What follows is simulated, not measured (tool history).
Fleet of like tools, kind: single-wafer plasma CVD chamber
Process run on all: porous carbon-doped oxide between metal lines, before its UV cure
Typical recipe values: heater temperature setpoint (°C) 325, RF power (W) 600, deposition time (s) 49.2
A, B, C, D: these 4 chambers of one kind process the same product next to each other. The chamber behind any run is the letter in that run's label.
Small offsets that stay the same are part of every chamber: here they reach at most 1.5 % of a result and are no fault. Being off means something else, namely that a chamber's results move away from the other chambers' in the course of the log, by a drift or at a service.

run   hour  heater temperature setpoint (°C)  RF power (W)  deposition time (s)  read-back reference wafer on the same gauge, thickness_nm  mean film thickness on the monitor wafer (angstrom)
 1D    3.4                               325           600                 49.2                                                     257.69                                               2629.8
 2B    6.2                               325           600                 49.2                                                     257.70                                               2593.5
 3C    9.1                               325           600                 49.2                                                     258.06                                               2594.5
 4A   11.3                               325           600                 49.2                                                     257.99                                               2592.5
 5A   13.8                               325           600                 49.2                                                     257.94                                               2574.5
 6B   16.6                               325           600                 49.2                                                     258.02                                               2580.5
 7D   18.6                               320           535                 49.2                                                     257.98                                               2496.1
 8C   20.9                               320           535                 49.2                                                     258.25                                               2477.7
 9A   23.0                               320           535                 49.2                                                     258.09                                               2444.7
10B   25.1                               320           535                 49.2                                                     257.97                                               2447.6
11D   27.3                               325           600                 49.2                                                     257.82                                               2627.0
12C   31.5                               314           600                 40.5                                                     258.12                                               2270.4
13D   34.1                               314           600                 40.5                                                     258.10                                               2285.7
14B   36.1                               314           600                 40.5                                                     258.10                                               2257.1
15C   39.1                               314           600                 40.5                                                     257.87                                               2261.0
16A   43.2                               325           600                 49.2                                                     258.11                                               2577.3
      46.3  -- chamber A: RF generator calibrated
17D   47.0                               325           600                 49.2                                                     258.27                                               2634.0
18A   51.5                               331           600                 52.5                                                     257.71                                               2672.1
19C   56.1                               331           600                 52.5                                                     258.21                                               2680.2
20B   58.1                               331           600                 52.5                                                     258.36                                               2635.7
21B   61.3                               331           600                 52.5                                                     258.09                                               2631.6
22C   65.4                               325           600                 49.2                                                     258.06                                               2581.8
23A   68.6                               325           600                 49.2                                                     257.92                                               2581.1
24D   71.5                               325           600                 49.2                                                     258.16                                               2624.4
25C   75.3                               325           600                 49.2                                                     258.16                                               2585.1
26A   78.1                               325           600                 53.1                                                     257.95                                               2789.6
27D   80.4                               325           600                 53.1                                                     257.88                                               2829.8
28B   84.8                               325           600                 53.1                                                     257.79                                               2719.9
29A   88.7                               325           600                 53.1                                                     258.05                                               2792.2
30C   91.1                               325           600                 49.2                                                     258.02                                               2585.6
31D   94.0                               325           600                 49.2                                                     258.16                                               2626.1
32B   98.2                               325           600                 49.2                                                     258.27                                               2506.7
33D  101.0                               325           600                 49.2                                                     258.14                                               2614.7
34C  103.5                               325           600                 49.2                                                     257.82                                               2605.5
35B  106.3                               325           600                 49.2                                                     258.23                                               2502.6
36A  108.9                               325           600                 49.2                                                     258.07                                               2578.0
37C  112.0                               325           600                 49.2                                                     258.15                                               2581.8
38B  116.5                               325           600                 49.2                                                     258.19                                               2479.4
39A  120.7                               325           600                 49.2                                                     258.05                                               2566.7
40D  125.0                               325           600                 49.2                                                     258.09                                               2637.6

All chambers now run identical settings, listed one chamber a line with results as question marks. What results will each chamber show?
41A  128.3                               325           600                 49.2                                                                                                               ?
41B  128.3                               325           600                 49.2                                                                                                               ?
41C  128.3                               325           600                 49.2                                                                                                               ?
41D  128.3                               325           600                 49.2                                                                                                               ?

run  mean film thickness on the monitor wafer (angstrom)
41A                                               2584.8
41B                                               2469.3
41C                                               2567.5
41D                                               2642.2

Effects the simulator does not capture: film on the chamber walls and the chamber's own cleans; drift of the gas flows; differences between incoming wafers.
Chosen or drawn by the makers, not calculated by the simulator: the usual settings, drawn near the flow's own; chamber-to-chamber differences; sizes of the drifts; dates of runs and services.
